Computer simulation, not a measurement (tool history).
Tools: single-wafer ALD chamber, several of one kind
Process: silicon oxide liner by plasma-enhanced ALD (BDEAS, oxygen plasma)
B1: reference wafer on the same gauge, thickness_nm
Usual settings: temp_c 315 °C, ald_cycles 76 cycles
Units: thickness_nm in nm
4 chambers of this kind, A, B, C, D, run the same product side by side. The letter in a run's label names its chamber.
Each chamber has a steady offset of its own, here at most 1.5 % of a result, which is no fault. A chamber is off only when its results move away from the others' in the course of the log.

{"run": "1C", "hour": 3.4, "temp_c": 315, "ald_cycles": 76, "B1": 5.8992, "thickness_nm": 6.9204}
{"run": "2D", "hour": 8.3, "temp_c": 315, "ald_cycles": 76, "B1": 5.8965, "thickness_nm": 6.9118}
{"run": "3A", "hour": 14.0, "temp_c": 315, "ald_cycles": 76, "B1": 5.8952, "thickness_nm": 6.9272}
{"run": "4B", "hour": 18.3, "temp_c": 315, "ald_cycles": 76, "B1": 5.896, "thickness_nm": 6.8213}
{"run": "5C", "hour": 25.9, "temp_c": 315, "ald_cycles": 76, "B1": 5.8943, "thickness_nm": 6.9174}
{"run": "6D", "hour": 29.6, "temp_c": 324, "ald_cycles": 65, "B1": 5.8949, "thickness_nm": 5.8177}
{"run": "7A", "hour": 33.4, "temp_c": 324, "ald_cycles": 65, "B1": 5.8932, "thickness_nm": 5.8437}
{"run": "8B", "hour": 38.7, "temp_c": 324, "ald_cycles": 65, "B1": 5.8919, "thickness_nm": 5.7771}
{"run": "9B", "hour": 44.2, "temp_c": 324, "ald_cycles": 65, "B1": 5.8926, "thickness_nm": 5.7644}
{"run": "10D", "hour": 51.4, "temp_c": 315, "ald_cycles": 76, "B1": 5.8937, "thickness_nm": 6.9014}
{"run": "11C", "hour": 57.6, "temp_c": 315, "ald_cycles": 76, "B1": 5.8903, "thickness_nm": 6.912}
{"run": "12A", "hour": 64.3, "temp_c": 315, "ald_cycles": 76, "B1": 5.8878, "thickness_nm": 6.924}
{"run": "13D", "hour": 68.0, "temp_c": 315, "ald_cycles": 76, "B1": 5.8869, "thickness_nm": 6.8802}
{"run": "14A", "hour": 71.6, "temp_c": 315, "ald_cycles": 91, "B1": 5.8866, "thickness_nm": 8.2927}
{"run": "15B", "hour": 77.0, "temp_c": 315, "ald_cycles": 91, "B1": 5.8854, "thickness_nm": 8.1696}
{"run": "16C", "hour": 81.4, "temp_c": 315, "ald_cycles": 91, "B1": 5.885, "thickness_nm": 8.267}
{"run": "17D", "hour": 86.5, "temp_c": 315, "ald_cycles": 91, "B1": 5.8839, "thickness_nm": 8.2311}
{"run": "18C", "hour": 93.5, "temp_c": 315, "ald_cycles": 76, "B1": 5.8848, "thickness_nm": 6.9095}
{"run": "19A", "hour": 99.6, "temp_c": 315, "ald_cycles": 76, "B1": 5.8798, "thickness_nm": 6.9322}
{"run": "20B", "hour": 105.2, "temp_c": 315, "ald_cycles": 76, "B1": 5.8826, "thickness_nm": 6.8276}
{"run": "21D", "hour": 109.6, "temp_c": 315, "ald_cycles": 76, "B1": 5.88, "thickness_nm": 6.8928}
{"run": "22A", "hour": 114.1, "temp_c": 315, "ald_cycles": 76, "B1": 5.8805, "thickness_nm": 6.9196}
{"run": "23B", "hour": 121.6, "temp_c": 315, "ald_cycles": 76, "B1": 5.8792, "thickness_nm": 6.8297}
{"run": "24C", "hour": 126.0, "temp_c": 323, "ald_cycles": 85, "B1": 5.8795, "thickness_nm": 7.6263}
{"run": "25D", "hour": 131.3, "temp_c": 323, "ald_cycles": 85, "B1": 5.8757, "thickness_nm": 7.5879}
{"run": "26C", "hour": 138.9, "temp_c": 323, "ald_cycles": 85, "B1": 5.8764, "thickness_nm": 7.6337}
{"run": "27A", "hour": 145.7, "temp_c": 323, "ald_cycles": 85, "B1": 5.8708, "thickness_nm": 7.6322}
{"run": "28B", "hour": 153.2, "temp_c": 315, "ald_cycles": 76, "B1": 5.8734, "thickness_nm": 6.8141}
{"run": "29B", "hour": 156.5, "temp_c": 315, "ald_cycles": 76, "B1": 5.872, "thickness_nm": 6.8177}
{"run": "30D", "hour": 163.8, "temp_c": 315, "ald_cycles": 76, "B1": 5.8719, "thickness_nm": 6.8779}
{"run": "31A", "hour": 170.9, "temp_c": 315, "ald_cycles": 76, "B1": 5.8703, "thickness_nm": 6.9099}
{"run": "32C", "hour": 177.9, "temp_c": 315, "ald_cycles": 76, "B1": 5.8671, "thickness_nm": 6.9083}
{"run": "33B", "hour": 183.9, "temp_c": 325, "ald_cycles": 89, "B1": 5.8663, "thickness_nm": 7.8674}
{"run": "34A", "hour": 189.8, "temp_c": 325, "ald_cycles": 89, "B1": 5.8649, "thickness_nm": 7.9762}
{"run": "35D", "hour": 197.4, "temp_c": 325, "ald_cycles": 89, "B1": 5.8663, "thickness_nm": 7.9197}
{"run": "36C", "hour": 201.4, "temp_c": 325, "ald_cycles": 89, "B1": 5.8636, "thickness_nm": 7.9349}
{"run": "37C", "hour": 206.5, "temp_c": 315, "ald_cycles": 76, "B1": 5.8618, "thickness_nm": 6.8887}

Next, every chamber runs the same settings. What will each give?
{"run": "38A", "hour": 212.0, "temp_c": 315, "ald_cycles": 76, "thickness_nm": "?"}
{"run": "38B", "hour": 212.0, "temp_c": 315, "ald_cycles": 76, "thickness_nm": "?"}
{"run": "38C", "hour": 212.0, "temp_c": 315, "ald_cycles": 76, "thickness_nm": "?"}
{"run": "38D", "hour": 212.0, "temp_c": 315, "ald_cycles": 76, "thickness_nm": "?"}

run=38A thickness_nm=6.9028
run=38B thickness_nm=6.7968
run=38C thickness_nm=6.8548
run=38D thickness_nm=6.8666

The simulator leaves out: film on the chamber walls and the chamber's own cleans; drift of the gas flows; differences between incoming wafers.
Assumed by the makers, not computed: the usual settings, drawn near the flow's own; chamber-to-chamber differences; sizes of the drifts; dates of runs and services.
